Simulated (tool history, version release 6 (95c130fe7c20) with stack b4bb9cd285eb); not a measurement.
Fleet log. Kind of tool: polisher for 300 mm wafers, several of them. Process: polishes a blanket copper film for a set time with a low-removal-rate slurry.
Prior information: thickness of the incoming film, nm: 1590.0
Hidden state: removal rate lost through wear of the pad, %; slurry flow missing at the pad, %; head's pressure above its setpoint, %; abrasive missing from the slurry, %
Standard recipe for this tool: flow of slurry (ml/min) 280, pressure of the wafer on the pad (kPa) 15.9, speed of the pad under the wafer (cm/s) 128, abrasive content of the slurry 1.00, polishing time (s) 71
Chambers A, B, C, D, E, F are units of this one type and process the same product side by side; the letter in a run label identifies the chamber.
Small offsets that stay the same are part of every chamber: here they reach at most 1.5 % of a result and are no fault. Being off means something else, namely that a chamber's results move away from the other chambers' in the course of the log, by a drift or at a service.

| run | day | flow of slurry (ml/min) | pressure of the wafer on the pad (kPa) | speed of the pad under the wafer (cm/s) | abrasive content of the slurry | polishing time (s) | wafers polished on this pad | hours since the slurry nozzle was cleaned | hours since the head pressure was calibrated | hours since the slurry blender was calibrated | film removed (Å) |
|---|---|---|---|---|---|---|---|---|---|---|---|
|  | 0.046 | chamber A: head pressure recalibrated |
|  | 0.367 | chamber A: slurry blender recalibrated |
| 1C | 0.408 | 280 | 15.9 | 128 | 1.00 | 71 | 760 | 235.3 | 295.0 | 209.5 | 1806.8 |
|  | 0.438 | chamber E: worn pad replaced by a new one |
|  | 0.512 | chamber E: head pressure recalibrated |
| 2A | 0.838 | 280 | 15.9 | 128 | 1.00 | 71 | 587 | 760.9 | 19.1 | 11.4 | 1750.9 |
|  | 1.050 | chamber D: slurry blender recalibrated |
| 3E | 1.067 | 280 | 15.9 | 128 | 1.00 | 71 | 161 | 151.3 | 13.4 | 70.6 | 1794.4 |
| 4B | 1.358 | 280 | 15.9 | 128 | 1.00 | 71 | 472 | 36.6 | 546.4 | 272.0 | 1838.0 |
|  | 1.654 | chamber A: worn pad replaced by a new one |
| 5D | 1.733 | 280 | 15.9 | 128 | 1.00 | 71 | 947 | 110.8 | 424.1 | 16.5 | 1859.7 |
| 6F | 2.100 | 280 | 15.9 | 128 | 1.00 | 80 | 1242 | 101.9 | 409.7 | 160.9 | 2000.7 |
|  | 2.333 | chamber F: worn pad replaced by a new one |
| 7F | 2.375 | 280 | 15.9 | 128 | 1.00 | 80 | 11 | 108.5 | 416.3 | 167.5 | 2044.3 |
|  | 2.517 | chamber D: worn pad replaced by a new one |
|  | 2.646 | chamber F: slurry blender recalibrated |
| 8C | 2.717 | 280 | 15.9 | 128 | 1.00 | 80 | 1349 | 290.7 | 350.4 | 264.9 | 2010.9 |
|  | 2.754 | chamber B: worn pad replaced by a new one |
|  | 3.033 | chamber E: slurry blender recalibrated |
| 9B | 3.100 | 280 | 15.9 | 128 | 1.00 | 80 | 88 | 78.4 | 588.2 | 313.8 | 2070.5 |
|  | 3.288 | chamber E: worn pad replaced by a new one |
| 10E | 3.342 | 280 | 15.9 | 128 | 1.00 | 80 | 13 | 205.9 | 68.0 | 7.5 | 2056.8 |
| 11D | 3.717 | 280 | 15.9 | 128 | 1.00 | 80 | 306 | 158.4 | 471.7 | 64.1 | 2080.3 |
| 12A | 3.929 | 280 | 15.9 | 128 | 1.00 | 71 | 580 | 835.1 | 93.3 | 85.6 | 1822.2 |
| 13D | 4.300 | 280 | 15.9 | 128 | 1.25 | 71 | 455 | 172.4 | 485.7 | 78.1 | 1942.8 |
|  | 4.408 | chamber A: worn pad replaced by a new one |
| 14A | 4.608 | 280 | 15.9 | 128 | 1.25 | 71 | 51 | 851.4 | 109.6 | 101.9 | 1913.7 |
| 15C | 5.046 | 280 | 15.9 | 128 | 1.25 | 71 | 1942 | 346.6 | 406.3 | 320.8 | 1840.8 |
| 16B | 5.338 | 280 | 15.9 | 128 | 1.25 | 71 | 658 | 132.1 | 641.9 | 367.5 | 1880.5 |
|  | 5.400 | chamber B: worn pad replaced by a new one |
| 17E | 5.625 | 280 | 15.9 | 128 | 1.25 | 71 | 595 | 260.7 | 122.8 | 62.3 | 1891.2 |
| 18F | 6.004 | 280 | 15.9 | 128 | 1.25 | 71 | 936 | 195.6 | 503.4 | 80.7 | 1905.2 |
|  | 6.079 | chamber E: worn pad replaced by a new one |
| 19F | 6.404 | 280 | 15.9 | 128 | 1.00 | 71 | 1038 | 205.2 | 513.0 | 90.3 | 1804.2 |
| 20B | 6.700 | 280 | 15.9 | 128 | 1.00 | 71 | 331 | 164.8 | 674.6 | 400.2 | 1819.7 |
|  | 6.750 | chamber F: worn pad replaced by a new one |
|  | 6.783 | chamber C: slurry blender recalibrated |
|  | 6.912 | chamber F: slurry nozzle cleaned |
| 21E | 6.933 | 280 | 15.9 | 128 | 1.00 | 71 | 218 | 292.1 | 154.2 | 93.7 | 1873.4 |
|  | 7.083 | chamber D: worn pad replaced by a new one |
| 22A | 7.325 | 320 | 15.9 | 100 | 1.00 | 71 | 744 | 916.6 | 174.8 | 167.1 | 1425.7 |
|  | 7.425 | chamber A: slurry nozzle cleaned |
|  | 7.633 | chamber E: slurry blender recalibrated |
| 23D | 7.650 | 320 | 15.9 | 100 | 1.00 | 71 | 144 | 252.8 | 566.1 | 158.5 | 1454.3 |
|  | 7.758 | chamber A: worn pad replaced by a new one |
| 24C | 7.971 | 320 | 15.9 | 100 | 1.00 | 71 | 2688 | 416.8 | 476.5 | 28.6 | 1360.2 |
| 25D | 8.162 | 320 | 15.9 | 100 | 1.00 | 71 | 275 | 265.1 | 578.4 | 170.8 | 1456.5 |
|  | 8.312 | chamber B: worn pad replaced by a new one |
| 26C | 8.471 | 320 | 15.9 | 100 | 1.00 | 71 | 2815 | 428.8 | 488.5 | 40.6 | 1355.5 |
|  | 8.504 | chamber E: worn pad replaced by a new one |
| 27F | 8.721 | 320 | 15.9 | 100 | 1.00 | 71 | 502 | 43.5 | 568.6 | 145.9 | 1433.8 |
|  | 9.133 | chamber F: slurry blender recalibrated |
| 28B | 9.158 | 280 | 15.9 | 128 | 1.00 | 71 | 215 | 223.8 | 733.6 | 459.2 | 1805.1 |
| 29A | 9.454 | 280 | 11.0 | 128 | 1.00 | 71 | 432 | 48.8 | 225.9 | 218.2 | 1285.5 |
| 30E | 9.667 | 280 | 11.0 | 128 | 1.00 | 71 | 296 | 357.7 | 219.8 | 48.8 | 1236.4 |
|  | 9.862 | chamber B: slurry blender recalibrated |
| 31A | 9.988 | 280 | 11.0 | 128 | 1.00 | 71 | 568 | 61.6 | 238.7 | 231.0 | 1273.9 |
| 32D | 10.192 | 280 | 11.0 | 128 | 1.00 | 71 | 792 | 313.8 | 627.1 | 219.5 | 1262.6 |
| 33C | 10.596 | 280 | 11.0 | 128 | 1.00 | 71 | 3357 | 479.8 | 539.5 | 91.6 | 1179.4 |
|  | 11.025 | chamber A: worn pad replaced by a new one |
| 34B | 11.029 | 280 | 11.0 | 128 | 1.00 | 71 | 692 | 268.7 | 778.5 | 28.1 | 1298.2 |
|  | 11.312 | chamber F: worn pad replaced by a new one |
|  | 11.346 | chamber E: worn pad replaced by a new one |
| 35E | 11.379 | 280 | 15.9 | 128 | 1.00 | 71 | 9 | 398.8 | 260.9 | 89.9 | 1809.8 |
|  | 11.604 | chamber B: worn pad replaced by a new one |
| 36F | 11.808 | 280 | 15.9 | 128 | 1.00 | 71 | 127 | 117.6 | 642.7 | 64.2 | 1798.6 |
|  | 11.883 | chamber D: worn pad replaced by a new one |
|  | 11.967 | chamber E: slurry blender recalibrated |
| 37F | 12.062 | 280 | 15.9 | 128 | 1.00 | 71 | 191 | 123.7 | 648.8 | 70.3 | 1826.2 |
| 38D | 12.275 | 280 | 15.9 | 128 | 1.00 | 71 | 100 | 363.8 | 677.1 | 269.5 | 1849.4 |
|  | 12.296 | chamber F: head pressure recalibrated |
| 39E | 12.583 | 280 | 15.9 | 128 | 1.00 | 71 | 316 | 427.7 | 289.8 | 14.8 | 1825.0 |
| 40C | 12.875 | 280 | 15.9 | 128 | 1.00 | 71 | 3937 | 534.5 | 594.2 | 146.3 | 1704.4 |
| 41A | 13.162 | 280 | 15.9 | 128 | 1.00 | 71 | 545 | 137.8 | 314.9 | 307.2 | 1819.1 |
|  | 13.283 | chamber B: slurry nozzle cleaned |
| 42B | 13.596 | 280 | 15.9 | 128 | 1.00 | 71 | 508 | 7.5 | 840.1 | 89.7 | 1819.3 |
| 43F | 13.942 | 280 | 15.9 | 128 | 1.00 | 71 | 670 | 168.8 | 39.6 | 115.4 | 1831.1 |

For the next run the whole fleet of 6 chambers uses the same settings. Give each chamber's results:
| 44A | 14.258 | 280 | 15.9 | 128 | 1.00 | 71 |  |  |  |  | ? |
| 44B | 14.258 | 280 | 15.9 | 128 | 1.00 | 71 |  |  |  |  | ? |
| 44C | 14.258 | 280 | 15.9 | 128 | 1.00 | 71 |  |  |  |  | ? |
| 44D | 14.258 | 280 | 15.9 | 128 | 1.00 | 71 |  |  |  |  | ? |
| 44E | 14.258 | 280 | 15.9 | 128 | 1.00 | 71 |  |  |  |  | ? |
| 44F | 14.258 | 280 | 15.9 | 128 | 1.00 | 71 |  |  |  |  | ? |

| run | film removed (Å) |
|---|---|
| 44A | 1854.6 |
| 44B | 1802.5 |
| 44C | 1643.3 |
| 44D | 1824.1 |
| 44E | 1822.4 |
| 44F | 1839.7 |
